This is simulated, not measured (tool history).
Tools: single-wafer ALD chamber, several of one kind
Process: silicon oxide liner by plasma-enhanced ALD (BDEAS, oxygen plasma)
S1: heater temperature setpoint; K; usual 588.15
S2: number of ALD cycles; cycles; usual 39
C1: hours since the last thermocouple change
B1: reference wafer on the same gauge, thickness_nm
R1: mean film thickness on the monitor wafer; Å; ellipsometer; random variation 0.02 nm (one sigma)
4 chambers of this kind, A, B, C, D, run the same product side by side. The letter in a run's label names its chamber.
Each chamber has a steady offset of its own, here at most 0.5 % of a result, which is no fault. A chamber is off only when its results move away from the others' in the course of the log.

| run | hour | S1 | S2 | C1 | B1 | R1 |
|---|---|---|---|---|---|---|
| 1D | 3.6 | 588.15 | 39 | 444.8 | 3.2234 | 35.675 |
| 2A | 7.7 | 588.15 | 39 | 1350.6 | 3.2173 | 35.470 |
| 3B | 9.6 | 588.15 | 39 | 298.7 | 3.2212 | 35.728 |
| 4C | 12.3 | 588.15 | 39 | 520.7 | 3.2198 | 35.537 |
| 5C | 14.8 | 588.15 | 39 | 523.2 | 3.2224 | 36.017 |
| 6A | 18.7 | 588.15 | 39 | 1361.6 | 3.2193 | 35.618 |
| 7B | 20.7 | 588.15 | 39 | 309.8 | 3.2202 | 35.513 |
| 8D | 24.6 | 574.15 | 42 | 465.8 | 3.2243 | 38.820 |
| 9C | 28.3 | 574.15 | 42 | 536.7 | 3.2253 | 39.058 |
| 10D | 30.6 | 574.15 | 42 | 471.8 | 3.2195 | 39.247 |
| 11A | 33.5 | 574.15 | 42 | 1376.4 | 3.2241 | 38.811 |
| 12B | 36.1 | 588.15 | 39 | 325.2 | 3.2188 | 35.856 |
| 13B | 38.9 | 576.15 | 32 | 328.0 | 3.2195 | 29.820 |
| 14A | 41.0 | 576.15 | 32 | 1383.9 | 3.2168 | 29.585 |
| 15D | 45.0 | 576.15 | 32 | 486.2 | 3.2237 | 29.715 |
| 16C | 49.2 | 576.15 | 32 | 557.6 | 3.2174 | 29.637 |
| 17D | 52.2 | 588.15 | 39 | 493.4 | 3.2244 | 35.444 |
| 18A | 55.0 | 588.15 | 39 | 1397.9 | 3.2182 | 35.361 |
| 19B | 57.5 | 588.15 | 39 | 346.6 | 3.2201 | 35.375 |
| 20C | 59.7 | 588.15 | 39 | 568.1 | 3.2227 | 35.954 |
| 21B | 63.3 | 593.15 | 43 | 352.4 | 3.2210 | 38.800 |
| 22D | 66.9 | 593.15 | 43 | 508.1 | 3.2207 | 39.093 |
| 23A | 70.2 | 593.15 | 43 | 1413.1 | 3.2159 | 39.068 |
| 24C | 74.2 | 593.15 | 43 | 582.6 | 3.2201 | 38.902 |
| 25C | 76.7 | 588.15 | 39 | 585.1 | 3.2220 | 35.828 |
| 26B | 81.1 | 588.15 | 39 | 370.2 | 3.2254 | 35.883 |

All 4 chambers run these settings next. Forecast each chamber's results:
| 27A | 84.3 | 588.15 | 39 |  |  | ? |
| 27B | 84.3 | 588.15 | 39 |  |  | ? |
| 27C | 84.3 | 588.15 | 39 |  |  | ? |
| 27D | 84.3 | 588.15 | 39 |  |  | ? |

| run | R1 |
|---|---|
| 27A | 35.282 |
| 27B | 35.436 |
| 27C | 35.278 |
| 27D | 35.851 |
